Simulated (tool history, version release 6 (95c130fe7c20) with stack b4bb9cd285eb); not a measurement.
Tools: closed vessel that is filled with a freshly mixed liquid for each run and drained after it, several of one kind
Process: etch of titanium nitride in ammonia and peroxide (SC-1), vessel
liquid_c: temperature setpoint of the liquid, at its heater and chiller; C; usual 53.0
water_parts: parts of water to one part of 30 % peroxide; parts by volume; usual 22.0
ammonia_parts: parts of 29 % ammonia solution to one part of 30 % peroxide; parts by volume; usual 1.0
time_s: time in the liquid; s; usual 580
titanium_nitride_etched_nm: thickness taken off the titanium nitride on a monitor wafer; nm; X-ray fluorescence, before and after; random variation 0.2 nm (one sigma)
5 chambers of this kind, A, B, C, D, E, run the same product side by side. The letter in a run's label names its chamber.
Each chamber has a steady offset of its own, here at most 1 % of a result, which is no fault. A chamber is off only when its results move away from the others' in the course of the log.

| run | hour | liquid_c | water_parts | ammonia_parts | time_s | hours since the thermometer was replaced | hours since the ammonia flow meter was replaced | hours since the drum of ammonia solution was connected | read-back film thickness of the titanium nitride reference wafer, read on the same gauge (nm) | titanium_nitride_etched_nm |
|---|---|---|---|---|---|---|---|---|---|---|
| 1D | 4.3 | 53.0 | 22.0 | 1.0 | 580 | 896.8 | 373.4 | 72.5 | 59.986 | 32.526 |
| 2B | 9.4 | 53.0 | 22.0 | 1.0 | 580 | 325.9 | 581.3 | 190.6 | 59.988 | 32.197 |
| 3E | 13.0 | 53.0 | 22.0 | 1.0 | 580 | 1284.6 | 1214.2 | 801.3 | 59.982 | 32.561 |
| 4C | 16.7 | 53.0 | 22.0 | 1.0 | 580 | 3064.8 | 216.3 | 234.1 | 59.998 | 32.249 |
| 5A | 19.7 | 53.0 | 22.0 | 1.0 | 580 | 749.4 | 1092.9 | 288.2 | 59.976 | 32.364 |
| 6A | 22.5 | 53.0 | 22.0 | 1.0 | 580 | 752.2 | 1095.7 | 291.0 | 59.964 | 31.896 |
| 7C | 25.5 | 53.0 | 22.0 | 1.0 | 580 | 3073.6 | 225.1 | 242.9 | 60.003 | 32.378 |
| 8E | 30.7 | 53.0 | 22.0 | 1.0 | 580 | 1302.3 | 1231.9 | 819.0 | 59.999 | 32.160 |
| 9B | 34.9 | 53.0 | 22.0 | 1.0 | 580 | 351.4 | 606.8 | 216.1 | 60.022 | 32.407 |
| 10D | 38.5 | 53.0 | 22.0 | 1.0 | 580 | 931.0 | 407.6 | 106.7 | 60.013 | 32.247 |
| 11E | 43.1 | 53.0 | 22.0 | 1.0 | 580 | 1314.7 | 1244.3 | 831.4 | 60.002 | 32.417 |
| 12A | 46.1 | 53.0 | 22.0 | 1.0 | 580 | 775.8 | 1119.3 | 314.6 | 59.991 | 32.632 |
| 13D | 49.8 | 53.0 | 22.0 | 1.0 | 580 | 942.3 | 418.9 | 118.0 | 60.016 | 32.188 |
| 14C | 54.7 | 47.5 | 16.5 | 1.0 | 580 | 3102.8 | 254.3 | 272.1 | 59.997 | 25.714 |
| 15B | 58.9 | 47.5 | 16.5 | 1.0 | 580 | 375.4 | 630.8 | 240.1 | 59.980 | 25.663 |
| 16C | 63.7 | 47.5 | 16.5 | 1.0 | 580 | 3111.8 | 263.3 | 281.1 | 59.993 | 25.797 |
| 17D | 66.8 | 47.5 | 16.5 | 1.0 | 580 | 959.3 | 435.9 | 135.0 | 60.004 | 25.569 |
| 18A | 72.1 | 47.5 | 16.5 | 1.0 | 580 | 801.8 | 1145.3 | 340.6 | 60.027 | 25.622 |
|  | 74.6 | chamber C: new drum of ammonia solution connected |
| 19E | 76.3 | 53.0 | 22.0 | 1.0 | 580 | 1347.9 | 1277.5 | 864.6 | 60.015 | 32.391 |
| 20B | 80.8 | 47.5 | 15.5 | 1.0 | 580 | 397.3 | 652.7 | 262.0 | 60.011 | 26.435 |
| 21B | 85.8 | 47.5 | 15.5 | 1.0 | 580 | 402.3 | 657.7 | 267.0 | 60.003 | 26.637 |
|  | 87.3 | chamber B: new drum of ammonia solution connected |
| 22D | 91.1 | 47.5 | 15.5 | 1.0 | 580 | 983.6 | 460.2 | 159.3 | 60.007 | 26.384 |
| 23E | 94.0 | 47.5 | 15.5 | 1.0 | 580 | 1365.6 | 1295.2 | 882.3 | 59.991 | 26.489 |
| 24C | 96.9 | 47.5 | 15.5 | 1.0 | 580 | 3145.0 | 296.5 | 22.4 | 60.011 | 26.529 |
|  | 100.0 | chamber A: new drum of ammonia solution connected |
| 25A | 102.6 | 53.0 | 22.0 | 1.0 | 580 | 832.3 | 1175.8 | 2.6 | 59.996 | 31.458 |
| 26D | 107.0 | 53.0 | 22.0 | 1.0 | 580 | 999.5 | 476.1 | 175.2 | 60.013 | 32.041 |
| 27E | 112.4 | 53.0 | 22.0 | 1.0 | 580 | 1384.0 | 1313.6 | 900.7 | 59.998 | 32.530 |
| 28C | 117.3 | 53.0 | 22.0 | 1.0 | 580 | 3165.4 | 316.9 | 42.8 | 59.983 | 32.410 |
| 29B | 120.0 | 53.0 | 22.0 | 1.0 | 580 | 436.5 | 691.9 | 32.8 | 60.007 | 32.457 |
| 30A | 124.1 | 53.0 | 22.0 | 1.0 | 580 | 853.8 | 1197.3 | 24.1 | 60.000 | 31.433 |
|  | 126.1 | chamber C: thermometer replaced |
| 31C | 128.0 | 53.0 | 22.0 | 1.2 | 580 | 2.0 | 327.6 | 53.5 | 59.986 | 33.486 |
| 32B | 131.7 | 53.0 | 22.0 | 1.2 | 580 | 448.2 | 703.6 | 44.5 | 60.018 | 33.200 |
| 33A | 137.6 | 53.0 | 22.0 | 1.2 | 580 | 867.3 | 1210.8 | 37.6 | 60.009 | 31.942 |
| 34D | 141.6 | 53.0 | 22.0 | 1.2 | 580 | 1034.1 | 510.7 | 209.8 | 59.994 | 33.262 |
| 35E | 146.4 | 53.0 | 22.0 | 1.2 | 580 | 1418.0 | 1347.6 | 934.7 | 59.985 | 33.652 |
| 36E | 150.8 | 53.0 | 22.0 | 1.0 | 580 | 1422.4 | 1352.0 | 939.1 | 59.983 | 32.290 |
|  | 153.8 | chamber E: thermometer replaced |
| 37A | 153.9 | 46.0 | 22.0 | 1.0 | 580 | 883.6 | 1227.1 | 53.9 | 59.979 | 18.855 |
| 38B | 156.6 | 46.0 | 22.0 | 1.0 | 580 | 473.1 | 728.5 | 69.4 | 60.012 | 19.784 |
| 39D | 161.1 | 46.0 | 22.0 | 1.0 | 580 | 1053.6 | 530.2 | 229.3 | 60.020 | 19.740 |
| 40C | 164.0 | 46.0 | 22.0 | 1.0 | 580 | 38.0 | 363.6 | 89.5 | 60.009 | 20.070 |
| 41B | 168.8 | 46.0 | 22.0 | 1.0 | 580 | 485.3 | 740.7 | 81.6 | 59.990 | 19.901 |
| 42E | 173.6 | 53.0 | 22.0 | 1.0 | 580 | 19.8 | 1374.8 | 961.9 | 60.003 | 32.345 |
| 43A | 177.2 | 53.0 | 22.0 | 1.0 | 580 | 906.9 | 1250.4 | 77.2 | 60.001 | 30.538 |
| 44D | 180.6 | 53.0 | 22.0 | 1.0 | 580 | 1073.1 | 549.7 | 248.8 | 60.005 | 32.212 |

What goes on in this fleet: one chamber off, a drifting gauge, or nothing beyond the chambers' own small offsets? Name the chamber and the cause, if any.

Chamber A drifts away from the others.
Cause: liquid colder than its thermometer reads (K) = 0.887.

Here are 4 candidates for chamber A's next run, each the usual settings with a change, their results left as question marks. Which one brings its results back in line with what the others give on the usual settings?
In line means no further than this from the other chambers' mean on the usual settings: titanium_nitride_etched_nm 0.690 nm
| 45A-1 | 184.8 | 53.0 | 23.0 | 1.0 | 525 |  |  |  |  | ? |
| 45A-2 | 184.8 | 52.5 | 22.0 | 1.0 | 565 |  |  |  |  | ? |
| 45A-3 | 184.8 | 54.0 | 22.0 | 1.0 | 610 |  |  |  |  | ? |
| 45A-4 | 184.8 | 53.5 | 22.0 | 1.0 | 595 |  |  |  |  | ? |

The other chambers' mean on the usual settings: titanium_nitride_etched_nm 32.334 nm
| run | titanium_nitride_etched_nm |
|---|---|
| 45A-1 | 26.853 |
| 45A-2 | 28.643 |
| 45A-3 | 34.256 |
| 45A-4 | 32.289 |
45A-4 brings the chamber back in line.

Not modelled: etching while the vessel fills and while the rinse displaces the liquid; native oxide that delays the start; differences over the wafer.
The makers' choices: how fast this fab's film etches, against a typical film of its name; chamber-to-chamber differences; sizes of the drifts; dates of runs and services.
